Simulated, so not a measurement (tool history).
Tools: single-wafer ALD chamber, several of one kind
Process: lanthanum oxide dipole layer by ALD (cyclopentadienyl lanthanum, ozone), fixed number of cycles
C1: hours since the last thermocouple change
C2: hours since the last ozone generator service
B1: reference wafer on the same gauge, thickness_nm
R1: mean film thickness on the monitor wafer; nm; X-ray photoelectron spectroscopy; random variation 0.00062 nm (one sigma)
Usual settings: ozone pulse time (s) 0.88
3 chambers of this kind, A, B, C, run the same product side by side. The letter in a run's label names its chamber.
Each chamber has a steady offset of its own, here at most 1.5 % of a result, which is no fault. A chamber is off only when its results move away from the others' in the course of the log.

{"run": "1B", "hour": 6.4, "ozone pulse time (s)": 0.88, "C1": 650.5, "C2": 381.3, "B1": 0.55106, "R1": 0.47864}
{"run": "2A", "hour": 11.8, "ozone pulse time (s)": 0.88, "C1": 1471.2, "C2": 1690.3, "B1": 0.55088, "R1": 0.47381}
{"hour": 18.3, "done": "chamber A: thermocouple changed; heater temperature recalibrated"}
{"run": "3C", "hour": 18.6, "ozone pulse time (s)": 0.88, "C1": 1495.1, "C2": 332.2, "B1": 0.55073, "R1": 0.47884}
{"run": "4B", "hour": 23.6, "ozone pulse time (s)": 0.88, "C1": 667.7, "C2": 398.5, "B1": 0.55099, "R1": 0.4788}
{"run": "5C", "hour": 28.1, "ozone pulse time (s)": 0.88, "C1": 1504.6, "C2": 341.7, "B1": 0.55093, "R1": 0.47805}
{"run": "6A", "hour": 36.3, "ozone pulse time (s)": 0.88, "C1": 18.0, "C2": 1714.8, "B1": 0.55046, "R1": 0.47367}
{"run": "7A", "hour": 44.4, "ozone pulse time (s)": 0.88, "C1": 26.1, "C2": 1722.9, "B1": 0.55047, "R1": 0.47263}
{"run": "8C", "hour": 50.4, "ozone pulse time (s)": 1.19, "C1": 1526.9, "C2": 364.0, "B1": 0.55037, "R1": 0.52535}
{"run": "9B", "hour": 55.5, "ozone pulse time (s)": 1.19, "C1": 699.6, "C2": 430.4, "B1": 0.55054, "R1": 0.52491}
{"run": "10A", "hour": 60.6, "ozone pulse time (s)": 1.19, "C1": 42.3, "C2": 1739.1, "B1": 0.55039, "R1": 0.51729}
{"run": "11B", "hour": 66.9, "ozone pulse time (s)": 0.88, "C1": 711.0, "C2": 441.8, "B1": 0.55011, "R1": 0.47871}
{"hour": 70.1, "done": "chamber A: ozone generator serviced"}
{"run": "12C", "hour": 73.1, "ozone pulse time (s)": 0.88, "C1": 1549.6, "C2": 386.7, "B1": 0.55027, "R1": 0.4779}
{"run": "13C", "hour": 80.2, "ozone pulse time (s)": 0.88, "C1": 1556.7, "C2": 393.8, "B1": 0.55024, "R1": 0.47922}
{"run": "14B", "hour": 88.6, "ozone pulse time (s)": 0.88, "C1": 732.7, "C2": 463.5, "B1": 0.55003, "R1": 0.47904}
{"run": "15A", "hour": 97.5, "ozone pulse time (s)": 0.88, "C1": 79.2, "C2": 27.5, "B1": 0.54996, "R1": 0.47163}
{"run": "16A", "hour": 102.1, "ozone pulse time (s)": 0.88, "C1": 83.8, "C2": 32.1, "B1": 0.55001, "R1": 0.47305}
{"run": "17C", "hour": 111.0, "ozone pulse time (s)": 0.88, "C1": 1587.5, "C2": 424.6, "B1": 0.54984, "R1": 0.47756}
{"run": "18B", "hour": 115.6, "ozone pulse time (s)": 0.88, "C1": 759.7, "C2": 490.5, "B1": 0.54976, "R1": 0.47744}
{"run": "19C", "hour": 119.8, "ozone pulse time (s)": 0.88, "C1": 1596.3, "C2": 433.4, "B1": 0.54984, "R1": 0.47693}
{"run": "20B", "hour": 125.9, "ozone pulse time (s)": 0.54, "C1": 770.0, "C2": 500.8, "B1": 0.54971, "R1": 0.37818}
{"run": "21A", "hour": 133.3, "ozone pulse time (s)": 0.54, "C1": 115.0, "C2": 63.3, "B1": 0.54982, "R1": 0.38213}
{"run": "22A", "hour": 138.9, "ozone pulse time (s)": 0.54, "C1": 120.6, "C2": 68.9, "B1": 0.54966, "R1": 0.38162}
{"run": "23B", "hour": 143.1, "ozone pulse time (s)": 0.88, "C1": 787.2, "C2": 518.0, "B1": 0.54945, "R1": 0.47743}
{"run": "24C", "hour": 149.2, "ozone pulse time (s)": 0.88, "C1": 1625.7, "C2": 462.8, "B1": 0.54937, "R1": 0.47806}
{"run": "25C", "hour": 153.2, "ozone pulse time (s)": 0.88, "C1": 1629.7, "C2": 466.8, "B1": 0.54956, "R1": 0.47737}
{"run": "26B", "hour": 157.2, "ozone pulse time (s)": 0.88, "C1": 801.3, "C2": 532.1, "B1": 0.54958, "R1": 0.47687}
{"run": "27A", "hour": 165.8, "ozone pulse time (s)": 0.88, "C1": 147.5, "C2": 95.8, "B1": 0.54917, "R1": 0.47196}
{"run": "28A", "hour": 174.5, "ozone pulse time (s)": 0.88, "C1": 156.2, "C2": 104.5, "B1": 0.54909, "R1": 0.47119}
{"run": "29B", "hour": 181.2, "ozone pulse time (s)": 0.88, "C1": 825.3, "C2": 556.1, "B1": 0.54931, "R1": 0.4783}
{"run": "30C", "hour": 187.5, "ozone pulse time (s)": 0.88, "C1": 1664.0, "C2": 501.1, "B1": 0.54895, "R1": 0.47716}
{"run": "31C", "hour": 191.9, "ozone pulse time (s)": 0.88, "C1": 1668.4, "C2": 505.5, "B1": 0.54895, "R1": 0.47781}
{"run": "32B", "hour": 200.8, "ozone pulse time (s)": 0.88, "C1": 844.9, "C2": 575.7, "B1": 0.54899, "R1": 0.47726}
{"run": "33A", "hour": 206.0, "ozone pulse time (s)": 0.88, "C1": 187.7, "C2": 136.0, "B1": 0.54879, "R1": 0.47157}
{"run": "34B", "hour": 215.0, "ozone pulse time (s)": 1.02, "C1": 859.1, "C2": 589.9, "B1": 0.54875, "R1": 0.50166}
{"run": "35C", "hour": 222.4, "ozone pulse time (s)": 1.02, "C1": 1698.9, "C2": 536.0, "B1": 0.54857, "R1": 0.50123}
{"run": "36A", "hour": 229.4, "ozone pulse time (s)": 1.02, "C1": 211.1, "C2": 159.4, "B1": 0.54858, "R1": 0.49373}
{"run": "37B", "hour": 235.3, "ozone pulse time (s)": 0.88, "C1": 879.4, "C2": 610.2, "B1": 0.54851, "R1": 0.47637}
{"run": "38A", "hour": 240.5, "ozone pulse time (s)": 1.09, "C1": 222.2, "C2": 170.5, "B1": 0.54856, "R1": 0.50485}
{"run": "39C", "hour": 245.1, "ozone pulse time (s)": 1.09, "C1": 1721.6, "C2": 558.7, "B1": 0.54834, "R1": 0.51112}
{"run": "40B", "hour": 252.3, "ozone pulse time (s)": 1.09, "C1": 896.4, "C2": 627.2, "B1": 0.54851, "R1": 0.51089}
{"run": "41C", "hour": 258.5, "ozone pulse time (s)": 0.88, "C1": 1735.0, "C2": 572.1, "B1": 0.54832, "R1": 0.47689}
{"run": "42A", "hour": 265.8, "ozone pulse time (s)": 0.88, "C1": 247.5, "C2": 195.8, "B1": 0.54829, "R1": 0.47135}
{"run": "43C", "hour": 273.0, "ozone pulse time (s)": 0.88, "C1": 1749.5, "C2": 586.6, "B1": 0.54814, "R1": 0.47661}
{"run": "44B", "hour": 281.7, "ozone pulse time (s)": 1.07, "C1": 925.8, "C2": 656.6, "B1": 0.54826, "R1": 0.50767}

What goes on in this fleet: one chamber off, a drifting gauge, or nothing beyond the chambers' own small offsets? Name the chamber and the cause, if any.

The gauge drifts, so all chambers seem to drift together. No chamber is off.
Cause: gauge reads low (%) = 0.531.
